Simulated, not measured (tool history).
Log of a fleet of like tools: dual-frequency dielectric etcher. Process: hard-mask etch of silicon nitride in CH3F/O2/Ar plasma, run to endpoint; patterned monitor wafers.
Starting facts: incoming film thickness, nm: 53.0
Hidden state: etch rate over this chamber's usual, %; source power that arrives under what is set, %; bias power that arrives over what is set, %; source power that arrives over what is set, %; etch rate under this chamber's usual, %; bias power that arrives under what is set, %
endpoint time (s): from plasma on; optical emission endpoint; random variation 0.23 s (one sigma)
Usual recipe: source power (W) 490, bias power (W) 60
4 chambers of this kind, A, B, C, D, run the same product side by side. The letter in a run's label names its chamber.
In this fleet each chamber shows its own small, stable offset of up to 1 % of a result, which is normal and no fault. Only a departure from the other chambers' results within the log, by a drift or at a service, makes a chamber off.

run   hour  source power (W)  bias power (W)  hours since the last wet clean  hours since the last source power generator calibration  hours since the last bias power generator calibration  endpoint time (s)
 1A    7.1               490              60                            87.2                                                    911.2                                                 3330.2             75.589
 2C   10.8               490              60                           346.1                                                    334.3                                                 1149.9             75.635
      16.5  -- chamber B: wet clean of the chamber
 3B   18.4               490              60                             1.9                                                   1617.0                                                 1246.1             75.066
 4D   22.1               490              60                           386.4                                                   1193.2                                                  772.9             75.806
 5C   29.7               490              60                           365.0                                                    353.2                                                 1168.8             75.807
 6B   33.6               440              60                            17.1                                                   1632.2                                                 1261.3             78.691
 7A   38.9               440              60                           119.0                                                    943.0                                                 3362.0             78.453
 8D   43.5               440              60                           407.8                                                   1214.6                                                  794.3             79.474
 9C   48.2               440              60                           383.5                                                    371.7                                                 1187.3             79.455
10D   55.5               490              60                           419.8                                                   1226.6                                                  806.3             76.117
11A   60.6               490              60                           140.7                                                    964.7                                                 3383.7             75.646
12B   65.4               560              60                            48.9                                                   1664.0                                                 1293.1             71.021
13C   71.9               560              60                           407.2                                                    395.4                                                 1211.0             72.493
14B   77.5               560              60                            61.0                                                   1676.1                                                 1305.2             71.728
15A   85.1               560              60                           165.2                                                    989.2                                                 3408.2             71.309
16D   90.7               490              60                           455.0                                                   1261.8                                                  841.5             76.287
17A   98.7               490              74                           178.8                                                   1002.8                                                 3421.8             70.344
18D  104.9               490              74                           469.2                                                   1276.0                                                  855.7             71.068
19C  112.8               490              74                           448.1                                                    436.3                                                 1251.9             71.754
20B  120.0               490              74                           103.5                                                   1718.6                                                 1347.7             70.258
21A  126.0               490              60                           206.1                                                   1030.1                                                 3449.1             76.018
22B  132.5               490              70                           116.0                                                   1731.1                                                 1360.2             71.314
23C  139.5               490              70                           474.8                                                    463.0                                                 1278.6             73.277
24D  144.7               490              70                           509.0                                                   1315.8                                                  895.5             72.067
25D  152.3               490              70                           516.6                                                   1323.4                                                  903.1             72.744
26C  160.3               490              60                           495.6                                                    483.8                                                 1299.4             77.582

Next, all 4 chambers run the settings below, one line each with question marks for the results. What does each chamber give?
27A  166.3               390              60                                                                                                                                                                  ?
27B  166.3               390              60                                                                                                                                                                  ?
27C  166.3               390              60                                                                                                                                                                  ?
27D  166.3               390              60                                                                                                                                                                  ?

run  endpoint time (s)
27A             82.046
27B             81.834
27C             84.723
27D             83.287

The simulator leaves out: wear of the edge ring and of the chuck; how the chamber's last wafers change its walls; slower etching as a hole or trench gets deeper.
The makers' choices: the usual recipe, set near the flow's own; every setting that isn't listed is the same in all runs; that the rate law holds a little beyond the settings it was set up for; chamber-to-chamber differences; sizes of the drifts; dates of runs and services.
